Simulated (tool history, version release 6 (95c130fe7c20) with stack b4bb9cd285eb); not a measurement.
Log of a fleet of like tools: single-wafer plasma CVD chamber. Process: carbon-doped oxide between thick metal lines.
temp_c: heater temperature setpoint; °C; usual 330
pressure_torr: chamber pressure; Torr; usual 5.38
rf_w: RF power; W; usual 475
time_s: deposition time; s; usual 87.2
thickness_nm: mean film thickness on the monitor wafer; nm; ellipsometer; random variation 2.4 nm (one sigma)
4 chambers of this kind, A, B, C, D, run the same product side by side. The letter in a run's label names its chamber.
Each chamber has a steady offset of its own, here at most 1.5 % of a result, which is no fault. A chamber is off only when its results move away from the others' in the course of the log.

run     day  temp_c  pressure_torr  rf_w  time_s  read-back reference wafer on the same gauge, thickness_nm  thickness_nm
 1C   0.321     330           5.38   475    87.2                                                     514.92        457.79
 2D   0.854     330           5.38   475    87.2                                                     515.01        452.60
 3A   1.150     330           5.38   475    87.2                                                     513.98        449.12
 4B   1.671     330           5.38   475    87.2                                                     514.80        455.34
 5D   2.188     330           5.38   475    87.2                                                     515.07        450.73
 6A   2.488     330           5.38   475    87.2                                                     514.70        449.99
 7C   2.867     330           5.38   475    87.2                                                     514.73        457.96
 8B   3.179     330           5.38   475    87.2                                                     515.43        457.46
 9B   3.538     330           5.38   475    87.2                                                     514.95        451.46
10D   3.796     330           5.38   475    87.2                                                     514.71        454.24
      4.071  -- chamber A: thermocouple changed; heater temperature recalibrated
11C   4.121     330           5.38   475    87.2                                                     514.83        455.14
12A   4.471     317           5.38   475    76.8                                                     514.47        415.04
13C   4.854     317           5.38   475    76.8                                                     514.62        420.20
14B   5.129     317           5.38   475    76.8                                                     514.58        423.71
      5.162  -- chamber C: RF generator calibrated
15D   5.412     317           5.38   475    76.8                                                     514.69        415.11
16A   5.725     330           5.38   475    87.2                                                     515.23        450.01
17D   6.025     330           5.38   475    87.2                                                     514.33        455.88
18A   6.571     330           5.38   475    87.2                                                     514.61        452.25
19B   6.946     330           5.38   475    87.2                                                     515.03        450.93
20C   7.262     330           5.38   475    87.2                                                     514.79        457.67
21C   7.646     330           5.38   475    87.2                                                     514.11        457.31
22B   8.108     330           5.38   475    87.2                                                     514.81        446.80
23A   8.521     330           5.38   475    87.2                                                     514.60        449.15
24D   8.842     339           5.38   475    87.2                                                     515.09        442.18
25D   9.350     339           5.38   475    87.2                                                     514.47        440.42
26A   9.929     339           5.38   475    87.2                                                     514.34        442.18
27C  10.238     339           5.38   475    87.2                                                     515.10        444.62
28B  10.692     330           6.32   475    87.2                                                     515.51        451.98
29C  11.017     330           6.32   475    87.2                                                     514.97        462.83
30D  11.446     330           6.32   475    87.2                                                     515.27        460.38
31B  11.758     330           6.32   475    87.2                                                     514.74        444.55
32A  12.333     330           5.38   475    87.2                                                     514.58        451.53

What goes on in this fleet: one chamber off, a drifting gauge, or nothing beyond the chambers' own small offsets? Name the chamber and the cause, if any.

Chamber B drifts away from the others.
Cause: delivered RF power below the setpoint (%) = 6.76.

Here are 4 candidates for chamber B's next run, each the usual settings with a change, their results left as question marks. Which one brings its results back in line with what the others give on the usual settings?
In line means no further than this from the other chambers' mean on the usual settings: thickness_nm 8.40 nm
33B-1  12.758     330           5.40   480    87.2                                                                        ?
33B-2  12.758     330           5.38   470    87.2                                                                        ?
33B-3  12.758     330           5.41   485    89.5                                                                        ?
33B-4  12.758     330           5.38   465    84.8                                                                        ?

The other chambers' mean on the usual settings: thickness_nm 453.24 nm
  run  thickness_nm
33B-1        438.63
33B-2        431.66
33B-3        453.69
33B-4        416.57
33B-3 brings the chamber back in line.

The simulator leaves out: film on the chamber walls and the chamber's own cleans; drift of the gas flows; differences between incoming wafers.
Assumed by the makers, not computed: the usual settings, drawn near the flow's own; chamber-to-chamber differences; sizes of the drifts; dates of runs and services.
